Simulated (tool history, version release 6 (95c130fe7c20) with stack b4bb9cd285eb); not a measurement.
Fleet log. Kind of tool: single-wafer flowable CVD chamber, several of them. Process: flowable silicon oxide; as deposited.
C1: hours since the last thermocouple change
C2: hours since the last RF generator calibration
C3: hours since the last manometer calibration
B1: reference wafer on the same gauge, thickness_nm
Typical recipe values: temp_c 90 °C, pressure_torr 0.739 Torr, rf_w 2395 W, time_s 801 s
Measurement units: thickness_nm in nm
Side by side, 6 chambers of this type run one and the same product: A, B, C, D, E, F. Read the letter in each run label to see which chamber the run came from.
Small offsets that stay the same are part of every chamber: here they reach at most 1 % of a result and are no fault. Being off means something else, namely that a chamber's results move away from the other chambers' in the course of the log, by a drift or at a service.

{"run": "1F", "day": 0.625, "temp_c": 90, "pressure_torr": 0.739, "rf_w": 2395, "time_s": 801, "C1": 642.4, "C2": 917.4, "C3": 2182.4, "B1": 660.65, "thickness_nm": 629.04}
{"run": "2B", "day": 0.996, "temp_c": 90, "pressure_torr": 0.739, "rf_w": 2395, "time_s": 801, "C1": 1155.6, "C2": 1874.5, "C3": 979.8, "B1": 660.76, "thickness_nm": 638.76}
{"day": 1.246, "done": "chamber C: capacitance manometer re-zeroed and calibrated"}
{"run": "3E", "day": 1.554, "temp_c": 90, "pressure_torr": 0.739, "rf_w": 2395, "time_s": 801, "C1": 735.8, "C2": 537.2, "C3": 205.4, "B1": 661.01, "thickness_nm": 636.04}
{"run": "4A", "day": 1.958, "temp_c": 90, "pressure_torr": 0.739, "rf_w": 2395, "time_s": 801, "C1": 1405.5, "C2": 186.5, "C3": 1219.2, "B1": 661.07, "thickness_nm": 627.35}
{"run": "5C", "day": 2.412, "temp_c": 81, "pressure_torr": 0.739, "rf_w": 2395, "time_s": 801, "C1": 528.1, "C2": 848.2, "C3": 28.1, "B1": 660.81, "thickness_nm": 819.78}
{"run": "6D", "day": 3.004, "temp_c": 81, "pressure_torr": 0.739, "rf_w": 2395, "time_s": 801, "C1": 464, "C2": 1190, "C3": 106.1, "B1": 660.93, "thickness_nm": 824.6}
{"run": "7C", "day": 3.521, "temp_c": 81, "pressure_torr": 0.739, "rf_w": 2395, "time_s": 801, "C1": 554.7, "C2": 874.8, "C3": 54.7, "B1": 660.56, "thickness_nm": 823.54}
{"run": "8E", "day": 4.183, "temp_c": 81, "pressure_torr": 0.739, "rf_w": 2395, "time_s": 801, "C1": 798.9, "C2": 600.3, "C3": 268.5, "B1": 660.92, "thickness_nm": 828.09}
{"run": "9A", "day": 4.583, "temp_c": 81, "pressure_torr": 0.739, "rf_w": 2395, "time_s": 801, "C1": 1468.5, "C2": 249.5, "C3": 1282.2, "B1": 660.74, "thickness_nm": 820.59}
{"run": "10B", "day": 5.033, "temp_c": 81, "pressure_torr": 0.739, "rf_w": 2395, "time_s": 801, "C1": 1252.5, "C2": 1971.4, "C3": 1076.7, "B1": 661.44, "thickness_nm": 833.91}
{"run": "11D", "day": 5.588, "temp_c": 90, "pressure_torr": 0.739, "rf_w": 2395, "time_s": 801, "C1": 526, "C2": 1252, "C3": 168.1, "B1": 661.1, "thickness_nm": 630.22}
{"run": "12F", "day": 5.888, "temp_c": 80, "pressure_torr": 0.569, "rf_w": 2395, "time_s": 801, "C1": 768.7, "C2": 1043.7, "C3": 2308.7, "B1": 660.47, "thickness_nm": 588.98}
{"run": "13A", "day": 6.417, "temp_c": 80, "pressure_torr": 0.569, "rf_w": 2395, "time_s": 801, "C1": 1512.5, "C2": 293.5, "C3": 1326.2, "B1": 661.18, "thickness_nm": 587.17}
{"day": 6.429, "done": "chamber A: thermocouple changed; heater temperature recalibrated"}
{"day": 6.846, "done": "chamber B: RF generator calibrated"}
{"run": "14E", "day": 7.054, "temp_c": 80, "pressure_torr": 0.569, "rf_w": 2395, "time_s": 801, "C1": 867.8, "C2": 669.2, "C3": 337.4, "B1": 660.98, "thickness_nm": 589.03}
{"run": "15B", "day": 7.671, "temp_c": 80, "pressure_torr": 0.569, "rf_w": 2395, "time_s": 801, "C1": 1315.8, "C2": 19.9, "C3": 1140, "B1": 660.87, "thickness_nm": 593.54}
{"run": "16F", "day": 8.296, "temp_c": 80, "pressure_torr": 0.569, "rf_w": 2395, "time_s": 801, "C1": 826.5, "C2": 1101.5, "C3": 2366.5, "B1": 660.88, "thickness_nm": 589.12}
{"run": "17C", "day": 8.917, "temp_c": 80, "pressure_torr": 0.569, "rf_w": 2395, "time_s": 801, "C1": 684.2, "C2": 1004.3, "C3": 184.2, "B1": 660.63, "thickness_nm": 591.36}
{"run": "18D", "day": 9.354, "temp_c": 90, "pressure_torr": 0.739, "rf_w": 2395, "time_s": 801, "C1": 616.4, "C2": 1342.4, "C3": 258.5, "B1": 660.97, "thickness_nm": 628.63}
{"run": "19E", "day": 9.958, "temp_c": 90, "pressure_torr": 0.739, "rf_w": 2395, "time_s": 801, "C1": 937.5, "C2": 738.9, "C3": 407.1, "B1": 660.69, "thickness_nm": 633.65}
{"run": "20A", "day": 10.383, "temp_c": 90, "pressure_torr": 0.739, "rf_w": 2395, "time_s": 801, "C1": 95, "C2": 388.7, "C3": 1421.4, "B1": 661.39, "thickness_nm": 630.94}
{"run": "21B", "day": 10.967, "temp_c": 90, "pressure_torr": 0.739, "rf_w": 2395, "time_s": 801, "C1": 1394.9, "C2": 99, "C3": 1219.1, "B1": 660.77, "thickness_nm": 631.85}
{"day": 11.179, "done": "chamber D: RF generator calibrated"}
{"run": "22F", "day": 11.496, "temp_c": 90, "pressure_torr": 0.739, "rf_w": 2395, "time_s": 801, "C1": 903.3, "C2": 1178.3, "C3": 2443.3, "B1": 661.14, "thickness_nm": 628.23}
{"run": "23C", "day": 11.858, "temp_c": 90, "pressure_torr": 0.739, "rf_w": 2395, "time_s": 801, "C1": 754.8, "C2": 1074.9, "C3": 254.8, "B1": 661.51, "thickness_nm": 627.66}
{"run": "24D", "day": 12.288, "temp_c": 90, "pressure_torr": 0.739, "rf_w": 2395, "time_s": 801, "C1": 686.8, "C2": 26.6, "C3": 328.9, "B1": 660.76, "thickness_nm": 632.59}
{"run": "25A", "day": 12.838, "temp_c": 90, "pressure_torr": 0.739, "rf_w": 2395, "time_s": 801, "C1": 153.9, "C2": 447.6, "C3": 1480.3, "B1": 660.89, "thickness_nm": 628.37}
{"run": "26B", "day": 13.133, "temp_c": 90, "pressure_torr": 0.739, "rf_w": 2395, "time_s": 801, "C1": 1446.9, "C2": 151, "C3": 1271.1, "B1": 660.9, "thickness_nm": 627.82}
{"run": "27C", "day": 13.667, "temp_c": 90, "pressure_torr": 0.739, "rf_w": 2395, "time_s": 801, "C1": 798.2, "C2": 1118.3, "C3": 298.2, "B1": 661.25, "thickness_nm": 626.32}
{"run": "28E", "day": 14.221, "temp_c": 90, "pressure_torr": 0.739, "rf_w": 2395, "time_s": 801, "C1": 1039.8, "C2": 841.2, "C3": 509.4, "B1": 660.91, "thickness_nm": 636.09}
{"run": "29F", "day": 14.617, "temp_c": 90, "pressure_torr": 0.739, "rf_w": 2395, "time_s": 801, "C1": 978.2, "C2": 1253.2, "C3": 2518.2, "B1": 660.88, "thickness_nm": 626.41}
{"run": "30D", "day": 14.954, "temp_c": 90, "pressure_torr": 0.739, "rf_w": 2395, "time_s": 801, "C1": 750.8, "C2": 90.6, "C3": 392.9, "B1": 661.1, "thickness_nm": 628.26}
{"run": "31D", "day": 15.571, "temp_c": 90, "pressure_torr": 0.739, "rf_w": 2395, "time_s": 801, "C1": 765.6, "C2": 105.4, "C3": 407.7, "B1": 660.87, "thickness_nm": 630.58}
{"run": "32A", "day": 16.138, "temp_c": 90, "pressure_torr": 0.579, "rf_w": 2395, "time_s": 914, "C1": 233.1, "C2": 526.8, "C3": 1559.5, "B1": 660.44, "thickness_nm": 510.52}
{"day": 16.158, "done": "chamber C: RF generator calibrated"}
{"run": "33E", "day": 16.458, "temp_c": 90, "pressure_torr": 0.579, "rf_w": 2395, "time_s": 914, "C1": 1093.5, "C2": 894.9, "C3": 563.1, "B1": 661.32, "thickness_nm": 512.19}
{"run": "34C", "day": 16.796, "temp_c": 90, "pressure_torr": 0.579, "rf_w": 2395, "time_s": 914, "C1": 873.3, "C2": 15.3, "C3": 373.3, "B1": 661.09, "thickness_nm": 509.52}
{"day": 17.362, "done": "chamber B: thermocouple changed; heater temperature recalibrated"}
{"run": "35F", "day": 17.421, "temp_c": 90, "pressure_torr": 0.579, "rf_w": 2395, "time_s": 914, "C1": 1045.5, "C2": 1320.5, "C3": 2585.5, "B1": 661.47, "thickness_nm": 512.04}
{"day": 17.654, "done": "chamber F: capacitance manometer re-zeroed and calibrated"}
{"run": "36B", "day": 18.046, "temp_c": 90, "pressure_torr": 0.579, "rf_w": 2395, "time_s": 914, "C1": 16.5, "C2": 268.9, "C3": 1389, "B1": 661.21, "thickness_nm": 504.61}
{"run": "37A", "day": 18.538, "temp_c": 90, "pressure_torr": 0.579, "rf_w": 2395, "time_s": 914, "C1": 290.7, "C2": 584.4, "C3": 1617.1, "B1": 661.12, "thickness_nm": 513.61}
{"run": "38D", "day": 19.025, "temp_c": 90, "pressure_torr": 0.739, "rf_w": 2395, "time_s": 801, "C1": 848.5, "C2": 188.3, "C3": 490.6, "B1": 660.67, "thickness_nm": 630.4}
{"run": "39E", "day": 19.346, "temp_c": 90, "pressure_torr": 0.739, "rf_w": 2395, "time_s": 801, "C1": 1162.8, "C2": 964.2, "C3": 632.4, "B1": 660.67, "thickness_nm": 635.51}
{"run": "40B", "day": 19.754, "temp_c": 90, "pressure_torr": 0.739, "rf_w": 2395, "time_s": 801, "C1": 57.5, "C2": 309.9, "C3": 1430, "B1": 661.2, "thickness_nm": 620.43}
{"run": "41F", "day": 20.246, "temp_c": 90, "pressure_torr": 0.739, "rf_w": 2395, "time_s": 801, "C1": 1113.3, "C2": 1388.3, "C3": 62.3, "B1": 660.82, "thickness_nm": 628.44}

Is one chamber off against the others, does the gauge drift, or is nothing wrong? If a chamber is off, say which, and what the likeliest cause is.

Chamber B drifts away from the others.
What lies behind it: true pressure below the setpoint (%) = 2.38.

Chamber B could run next with any of the 4 candidate recipes listed below; each alters the usual settings, and their results appear as question marks. Which one brings its results back in line with what the other chambers deliver on the usual settings?
To be in line, a result may differ from the other chambers' mean on the usual settings by at most: thickness_nm 5.5 nm
{"run": "42B-1", "day": 20.729, "temp_c": 90, "pressure_torr": 0.741, "rf_w": 2395, "time_s": 802, "thickness_nm": "?"}
{"run": "42B-2", "day": 20.729, "temp_c": 90, "pressure_torr": 0.727, "rf_w": 2390, "time_s": 801, "thickness_nm": "?"}
{"run": "42B-3", "day": 20.729, "temp_c": 90, "pressure_torr": 0.748, "rf_w": 2395, "time_s": 805, "thickness_nm": "?"}
{"run": "42B-4", "day": 20.729, "temp_c": 90, "pressure_torr": 0.739, "rf_w": 2395, "time_s": 799, "thickness_nm": "?"}

What the other chambers average on the usual settings: thickness_nm 630.11 nm
run=42B-1 thickness_nm=618.93
run=42B-2 thickness_nm=601.93
run=42B-3 thickness_nm=629.24
run=42B-4 thickness_nm=614.32
It is 42B-3 that realigns the chamber with its peers.
